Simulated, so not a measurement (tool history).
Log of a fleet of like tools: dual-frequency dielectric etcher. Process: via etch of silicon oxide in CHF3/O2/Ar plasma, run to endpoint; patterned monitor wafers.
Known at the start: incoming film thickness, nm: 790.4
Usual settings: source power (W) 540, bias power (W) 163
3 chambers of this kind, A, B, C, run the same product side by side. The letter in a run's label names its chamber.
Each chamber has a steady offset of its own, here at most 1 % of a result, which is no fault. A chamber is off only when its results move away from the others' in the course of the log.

run 1B hour=3.6 | source_power_(W)=540 bias_power_(W)=163 | endpoint_time_(s)=430.80
run 2C hour=10.2 | source_power_(W)=540 bias_power_(W)=163 | endpoint_time_(s)=430.84
run 3A hour=15.6 | source_power_(W)=540 bias_power_(W)=163 | endpoint_time_(s)=432.29
run 4B hour=21.8 | source_power_(W)=540 bias_power_(W)=163 | endpoint_time_(s)=426.82
run 5A hour=25.8 | source_power_(W)=650 bias_power_(W)=176 | endpoint_time_(s)=394.72
run 6C hour=30.3 | source_power_(W)=650 bias_power_(W)=176 | endpoint_time_(s)=389.25
run 7C hour=33.8 | source_power_(W)=650 bias_power_(W)=176 | endpoint_time_(s)=388.73
run 8A hour=37.9 | source_power_(W)=540 bias_power_(W)=163 | endpoint_time_(s)=434.93
run 9B hour=43.4 | source_power_(W)=540 bias_power_(W)=163 | endpoint_time_(s)=429.93
run 10B hour=49.4 | source_power_(W)=540 bias_power_(W)=163 | endpoint_time_(s)=427.37
-- hour=55.2 chamber C: bias power generator calibrated
run 11C hour=56.2 | source_power_(W)=540 bias_power_(W)=163 | endpoint_time_(s)=426.48
run 12A hour=59.6 | source_power_(W)=540 bias_power_(W)=140 | endpoint_time_(s)=454.49
-- hour=63.8 chamber C: wet clean of the chamber
run 13A hour=66.6 | source_power_(W)=540 bias_power_(W)=140 | endpoint_time_(s)=455.19
run 14B hour=70.3 | source_power_(W)=540 bias_power_(W)=140 | endpoint_time_(s)=450.70
run 15C hour=75.9 | source_power_(W)=540 bias_power_(W)=163 | endpoint_time_(s)=427.29
run 16B hour=79.5 | source_power_(W)=540 bias_power_(W)=163 | endpoint_time_(s)=425.56
run 17A hour=83.1 | source_power_(W)=540 bias_power_(W)=163 | endpoint_time_(s)=431.62
run 18C hour=89.5 | source_power_(W)=540 bias_power_(W)=163 | endpoint_time_(s)=426.64
run 19B hour=94.9 | source_power_(W)=540 bias_power_(W)=163 | endpoint_time_(s)=426.48
run 20C hour=100.0 | source_power_(W)=430 bias_power_(W)=136 | endpoint_time_(s)=496.90
run 21A hour=103.8 | source_power_(W)=430 bias_power_(W)=136 | endpoint_time_(s)=503.62
run 22A hour=107.5 | source_power_(W)=430 bias_power_(W)=136 | endpoint_time_(s)=501.89

Is one chamber off against the others, does the gauge drift, or is nothing wrong? If a chamber is off, say which, and what the likeliest cause is.

No chamber stands off beyond its own small offset, and the gauge holds steady.

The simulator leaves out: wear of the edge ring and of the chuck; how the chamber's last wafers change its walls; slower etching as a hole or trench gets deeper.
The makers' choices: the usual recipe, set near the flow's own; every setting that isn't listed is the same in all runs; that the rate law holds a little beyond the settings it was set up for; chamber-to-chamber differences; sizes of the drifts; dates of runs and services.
